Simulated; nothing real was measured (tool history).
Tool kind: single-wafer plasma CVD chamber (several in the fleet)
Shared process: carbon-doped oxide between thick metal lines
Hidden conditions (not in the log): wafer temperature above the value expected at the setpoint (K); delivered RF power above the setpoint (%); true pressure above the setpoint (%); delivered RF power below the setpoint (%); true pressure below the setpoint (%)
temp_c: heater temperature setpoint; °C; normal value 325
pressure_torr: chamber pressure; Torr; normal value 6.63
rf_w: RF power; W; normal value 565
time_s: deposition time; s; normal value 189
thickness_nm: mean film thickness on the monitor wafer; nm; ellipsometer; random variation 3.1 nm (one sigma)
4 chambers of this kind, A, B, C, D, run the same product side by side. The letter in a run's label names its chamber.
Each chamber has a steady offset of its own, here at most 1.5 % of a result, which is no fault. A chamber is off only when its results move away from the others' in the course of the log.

| run | day | temp_c | pressure_torr | rf_w | time_s | hours since the last thermocouple change | hours since the last RF generator calibration | hours since the last manometer calibration | read-back reference wafer on the same gauge, thickness_nm | thickness_nm |
|---|---|---|---|---|---|---|---|---|---|---|
| 1A | 0.233 | 325 | 6.63 | 565 | 189 | 2362.3 | 556.1 | 160.9 | 1329.8 | 1135.6 |
| 2B | 0.504 | 325 | 6.63 | 565 | 189 | 1324.5 | 542.2 | 1857.9 | 1330 | 1126.1 |
| 3C | 0.633 | 325 | 6.63 | 565 | 189 | 454.2 | 1159.9 | 666.9 | 1329.8 | 1142.1 |
| 4D | 0.904 | 325 | 6.63 | 565 | 189 | 1033.2 | 1315.4 | 2160.6 | 1329.9 | 1150.4 |
| 5A | 1.1 | 325 | 6.63 | 565 | 189 | 2383.1 | 576.9 | 181.7 | 1330.2 | 1140.2 |
| 6B | 1.229 | 325 | 6.63 | 565 | 189 | 1341.9 | 559.6 | 1875.3 | 1330.9 | 1135.2 |
| 7C | 1.5 | 325 | 6.63 | 565 | 189 | 475 | 1180.7 | 687.7 | 1329.2 | 1134.8 |
| 8D | 1.704 | 325 | 6.63 | 565 | 189 | 1052.4 | 1334.6 | 2179.8 | 1329.1 | 1151.5 |
| 9C | 1.85 | 325 | 6.63 | 565 | 189 | 483.4 | 1189.1 | 696.1 | 1330.2 | 1139.4 |
| 10D | 2.092 | 325 | 6.63 | 565 | 189 | 1061.7 | 1343.9 | 2189.1 | 1328.8 | 1153.4 |
| 11A | 2.346 | 325 | 6.63 | 565 | 189 | 2413 | 606.8 | 211.6 | 1330.6 | 1144 |
| 12B | 2.571 | 325 | 6.63 | 565 | 189 | 1374.1 | 591.8 | 1907.5 | 1331.4 | 1135.4 |
| 13B | 2.8 | 325 | 6.63 | 565 | 189 | 1379.6 | 597.3 | 1913 | 1329.9 | 1126.7 |
| 14C | 3.083 | 325 | 6.63 | 565 | 189 | 513 | 1218.7 | 725.7 | 1330.5 | 1128.4 |
| 15A | 3.279 | 330 | 6.63 | 565 | 189 | 2435.4 | 629.2 | 234 | 1329.8 | 1124.3 |
| 16D | 3.417 | 330 | 6.63 | 565 | 189 | 1093.5 | 1375.7 | 2220.9 | 1330.8 | 1136.7 |
| 17D | 3.712 | 330 | 6.63 | 565 | 189 | 1100.6 | 1382.8 | 2228 | 1329.8 | 1136.9 |
| 18B | 3.888 | 330 | 6.63 | 565 | 189 | 1405.7 | 623.4 | 1939.1 | 1329 | 1118.2 |
| 19A | 4.092 | 325 | 6.63 | 565 | 189 | 2454.9 | 648.7 | 253.5 | 1330.5 | 1141.7 |
| 20C | 4.317 | 325 | 6.63 | 565 | 189 | 542.6 | 1248.3 | 755.3 | 1329.9 | 1125.4 |
| 21D | 4.596 | 325 | 6.63 | 565 | 189 | 1121.8 | 1404 | 2249.2 | 1329.7 | 1153 |
| 22C | 4.854 | 325 | 6.63 | 500 | 202 | 555.5 | 1261.2 | 768.2 | 1330.5 | 1107.1 |
| 23B | 5.1 | 325 | 6.63 | 500 | 202 | 1434.8 | 652.5 | 1968.2 | 1330.8 | 1121.7 |
| 24A | 5.308 | 325 | 6.63 | 500 | 202 | 2484.1 | 677.9 | 282.7 | 1329.8 | 1134.9 |

Next, all 4 chambers run the settings below, one line each with question marks for the results. What does each chamber give?
| 25A | 5.521 | 311 | 6.63 | 565 | 189 |  |  |  |  | ? |
| 25B | 5.521 | 311 | 6.63 | 565 | 189 |  |  |  |  | ? |
| 25C | 5.521 | 311 | 6.63 | 565 | 189 |  |  |  |  | ? |
| 25D | 5.521 | 311 | 6.63 | 565 | 189 |  |  |  |  | ? |

| run | thickness_nm |
|---|---|
| 25A | 1204 |
| 25B | 1187.1 |
| 25C | 1166.9 |
| 25D | 1211.8 |

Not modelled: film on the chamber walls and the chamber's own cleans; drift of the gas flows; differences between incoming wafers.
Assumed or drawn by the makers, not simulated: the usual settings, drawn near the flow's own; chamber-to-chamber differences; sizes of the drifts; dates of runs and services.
